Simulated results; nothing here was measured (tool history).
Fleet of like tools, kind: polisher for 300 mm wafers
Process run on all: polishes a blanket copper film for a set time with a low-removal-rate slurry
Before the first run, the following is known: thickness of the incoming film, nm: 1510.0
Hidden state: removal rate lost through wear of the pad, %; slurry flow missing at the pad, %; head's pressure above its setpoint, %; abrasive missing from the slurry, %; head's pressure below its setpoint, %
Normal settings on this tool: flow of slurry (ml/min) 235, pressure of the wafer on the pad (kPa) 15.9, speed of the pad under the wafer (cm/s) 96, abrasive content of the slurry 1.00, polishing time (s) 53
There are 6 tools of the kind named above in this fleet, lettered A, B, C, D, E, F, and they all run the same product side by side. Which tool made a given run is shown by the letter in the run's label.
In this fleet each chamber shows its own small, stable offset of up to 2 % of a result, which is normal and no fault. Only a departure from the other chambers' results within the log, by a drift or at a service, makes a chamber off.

run	day	flow of slurry (ml/min)	pressure of the wafer on the pad (kPa)	speed of the pad under the wafer (cm/s)	abrasive content of the slurry	polishing time (s)	wafers polished on this pad	hours since the slurry nozzle was cleaned	hours since the head pressure was calibrated	hours since the slurry blender was calibrated	film removed (Å)
# day 0.021: chamber D: worn pad replaced by a new one
# day 0.150: chamber F: worn pad replaced by a new one
1B	0.183	235	15.9	96	1.00	53	641	337.8	65.8	72.7	1274.60
2E	0.388	235	15.9	96	1.00	53	750	283.5	888.5	90.3	1312.90
3F	0.571	235	15.9	96	1.00	53	107	615.8	580.7	44.1	1277.20
# day 0.904: chamber E: worn pad replaced by a new one
4D	0.983	235	15.9	96	1.00	53	245	58.5	519.1	87.6	1272.60
5C	1.238	235	15.9	96	1.00	53	560	322.0	1218.9	193.6	1271.50
6A	1.471	235	15.9	96	1.00	53	1092	188.8	224.1	247.5	1276.80
# day 1.521: chamber E: head pressure recalibrated
# day 1.596: chamber A: worn pad replaced by a new one
7E	1.650	235	15.9	96	1.00	53	190	313.8	3.1	120.6	1309.20
8C	1.933	235	15.9	96	1.00	53	736	338.7	1235.6	210.3	1285.90
# day 2.071: chamber D: head pressure recalibrated
9A	2.250	235	15.9	96	1.00	53	166	207.5	242.8	266.2	1294.00
# day 2.362: chamber F: worn pad replaced by a new one
10D	2.562	235	15.9	96	0.75	53	646	96.4	11.9	125.5	1206.60
# day 2.671: chamber B: slurry blender recalibrated
# day 2.854: chamber D: worn pad replaced by a new one
11F	2.854	235	15.9	96	0.75	53	125	670.6	635.5	98.9	1217.50
12B	3.196	235	15.9	96	0.75	53	1406	410.1	138.1	12.7	1179.30
13F	3.529	235	15.9	96	0.75	53	296	686.8	651.7	115.1	1170.20
14E	3.758	235	15.9	96	0.75	53	725	364.4	53.7	171.2	1224.00
15B	4.121	235	15.9	96	0.75	53	1641	432.3	160.3	34.9	1146.00
16D	4.308	160	15.9	96	1.00	36	369	138.3	53.8	167.4	826.40
# day 4.388: chamber C: head pressure recalibrated
# day 4.438: chamber E: worn pad replaced by a new one
17C	4.629	160	15.9	96	1.00	36	1421	403.4	5.8	275.0	830.10
# day 4.638: chamber F: worn pad replaced by a new one
# day 4.775: chamber C: worn pad replaced by a new one
18A	4.942	160	15.9	96	1.00	36	850	272.1	307.4	330.8	809.49
19D	5.246	160	15.9	96	1.00	36	607	160.8	76.3	189.9	832.32
# day 5.500: chamber D: worn pad replaced by a new one
20A	5.500	160	15.9	96	1.00	36	992	285.5	320.8	344.2	817.88
21F	5.912	160	15.9	96	1.00	36	323	744.0	708.9	172.3	817.03
# day 6.062: chamber A: worn pad replaced by a new one
22C	6.154	235	15.9	96	1.00	53	350	440.0	42.4	311.6	1309.30
23E	6.500	235	15.9	110	1.15	53	524	430.2	119.5	237.0	1487.70
# day 6.708: chamber C: slurry blender recalibrated
# day 6.708: chamber F: head pressure recalibrated
24B	6.833	235	15.9	110	1.15	53	2330	497.4	225.4	100.0	1408.30
# day 6.883: chamber A: slurry blender recalibrated
# day 7.038: chamber F: worn pad replaced by a new one
25C	7.042	235	15.9	110	1.15	53	575	461.3	63.7	8.1	1522.70
26F	7.288	235	15.9	110	1.15	53	64	777.0	14.0	205.3	1501.80
# day 7.371: chamber E: worn pad replaced by a new one
27E	7.638	235	15.9	110	1.15	53	67	457.5	146.8	264.3	1558.50
# day 7.733: chamber D: slurry nozzle cleaned
# day 7.762: chamber D: worn pad replaced by a new one
# day 7.825: chamber D: slurry blender recalibrated
28D	7.867	235	15.9	110	1.15	53	27	3.2	139.2	1.0	1509.90
29B	8.225	235	15.9	96	1.00	53	2683	530.8	258.8	133.4	1155.40
30A	8.446	235	11.0	96	1.00	36	605	356.2	391.5	37.6	599.01
31E	8.825	235	11.0	96	1.00	36	369	486.0	175.3	292.8	618.04
# day 8.929: chamber B: slurry blender recalibrated
32B	9.079	235	11.0	96	1.00	36	2900	551.3	279.3	3.7	537.61
# day 9.225: chamber F: worn pad replaced by a new one
33F	9.312	235	11.0	96	1.00	36	22	825.6	62.6	253.9	597.81
34C	9.525	235	11.0	96	1.00	36	1206	520.9	123.3	67.7	608.15
35D	9.804	235	11.0	96	1.00	36	519	49.7	185.7	47.5	614.75
# day 9.904: chamber C: worn pad replaced by a new one
# day 10.029: chamber D: worn pad replaced by a new one
36A	10.208	235	15.9	96	1.00	53	1052	398.5	433.8	79.9	1275.10
37C	10.579	235	15.9	96	1.00	53	172	546.2	148.6	93.0	1308.40
# day 10.758: chamber A: worn pad replaced by a new one
38A	10.908	235	18.6	96	1.00	53	38	415.3	450.6	96.7	1480.60
# day 11.112: chamber E: worn pad replaced by a new one
39B	11.279	235	18.6	96	1.00	53	3459	604.1	332.1	56.5	1328.10
40F	11.475	235	18.6	96	1.00	53	571	877.5	114.5	305.8	1509.40
41E	11.788	235	18.6	96	1.00	53	171	557.1	246.4	363.9	1559.00
42D	12.071	235	18.6	96	1.00	53	518	104.1	240.1	101.9	1486.70
43C	12.425	235	18.6	96	1.00	53	641	590.5	192.9	137.3	1528.80
44E	12.775	235	15.9	96	1.15	53	422	580.8	270.1	387.6	1335.60

Predict what each chamber gives when all 6 of them run the settings below next.
45A	13.071	270	15.9	96	1.00	53					?
45B	13.071	270	15.9	96	1.00	53					?
45C	13.071	270	15.9	96	1.00	53					?
45D	13.071	270	15.9	96	1.00	53					?
45E	13.071	270	15.9	96	1.00	53					?
45F	13.071	270	15.9	96	1.00	53					?

run	film removed (Å)
45A	1283.10
45B	1122.80
45C	1312.10
45D	1295.50
45E	1328.20
45F	1304.60
